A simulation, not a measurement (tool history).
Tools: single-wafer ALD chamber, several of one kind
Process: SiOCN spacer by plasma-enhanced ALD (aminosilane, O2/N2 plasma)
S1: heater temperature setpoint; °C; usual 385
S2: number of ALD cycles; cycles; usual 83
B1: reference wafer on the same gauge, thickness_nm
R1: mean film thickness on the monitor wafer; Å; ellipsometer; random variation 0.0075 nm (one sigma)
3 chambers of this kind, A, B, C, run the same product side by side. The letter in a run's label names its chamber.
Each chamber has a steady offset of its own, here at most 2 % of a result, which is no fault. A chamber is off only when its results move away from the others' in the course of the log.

run 1C day=0.396 | S1=385 S2=83 | B1=5.3314 | R1=49.790
run 2B day=0.750 | S1=385 S2=83 | B1=5.3308 | R1=49.347
run 3A day=1.092 | S1=385 S2=83 | B1=5.3339 | R1=50.660
run 4C day=1.388 | S1=385 S2=83 | B1=5.3348 | R1=49.806
run 5B day=1.675 | S1=385 S2=83 | B1=5.3352 | R1=49.523
run 6A day=2.067 | S1=385 S2=83 | B1=5.3355 | R1=50.646
run 7A day=2.383 | S1=385 S2=83 | B1=5.3399 | R1=50.694
run 8C day=2.779 | S1=385 S2=83 | B1=5.3404 | R1=49.913
run 9B day=2.975 | S1=385 S2=83 | B1=5.3407 | R1=49.479
run 10C day=3.233 | S1=385 S2=83 | B1=5.3401 | R1=49.799
run 11A day=3.496 | S1=385 S2=83 | B1=5.3415 | R1=50.682
run 12B day=3.762 | S1=385 S2=83 | B1=5.3441 | R1=49.392
run 13B day=3.979 | S1=385 S2=83 | B1=5.3448 | R1=49.465
run 14C day=4.258 | S1=385 S2=83 | B1=5.3423 | R1=50.012
run 15A day=4.467 | S1=385 S2=83 | B1=5.3449 | R1=50.824
run 16B day=4.833 | S1=385 S2=83 | B1=5.3453 | R1=49.602
run 17C day=5.096 | S1=374 S2=83 | B1=5.3466 | R1=49.877
run 18A day=5.425 | S1=374 S2=83 | B1=5.3464 | R1=50.777
run 19B day=5.804 | S1=374 S2=83 | B1=5.3478 | R1=49.412
-- day=5.946 chamber A: thermocouple changed; heater temperature recalibrated
run 20A day=6.033 | S1=385 S2=83 | B1=5.3487 | R1=50.794
run 21C day=6.421 | S1=385 S2=83 | B1=5.3522 | R1=49.966
run 22A day=6.700 | S1=385 S2=83 | B1=5.3540 | R1=50.699
run 23B day=6.900 | S1=373 S2=67 | B1=5.3538 | R1=39.993
run 24C day=7.217 | S1=373 S2=67 | B1=5.3534 | R1=40.418
run 25C day=7.404 | S1=373 S2=67 | B1=5.3540 | R1=40.396
run 26B day=7.692 | S1=385 S2=83 | B1=5.3540 | R1=49.430
run 27A day=7.904 | S1=385 S2=83 | B1=5.3563 | R1=50.801
run 28A day=8.304 | S1=385 S2=83 | B1=5.3588 | R1=50.855
run 29B day=8.571 | S1=385 S2=83 | B1=5.3585 | R1=49.659
run 30C day=8.983 | S1=385 S2=83 | B1=5.3592 | R1=50.240
run 31B day=9.288 | S1=395 S2=93 | B1=5.3611 | R1=55.560
run 32A day=9.521 | S1=395 S2=93 | B1=5.3617 | R1=56.960
run 33C day=9.783 | S1=395 S2=93 | B1=5.3630 | R1=56.113

Is one chamber off against the others, does the gauge drift, or is nothing wrong? If a chamber is off, say which, and what the likeliest cause is.

The gauge drifts, so all chambers seem to drift together. No chamber is off.
Cause: gauge reads high (%) = 0.622.
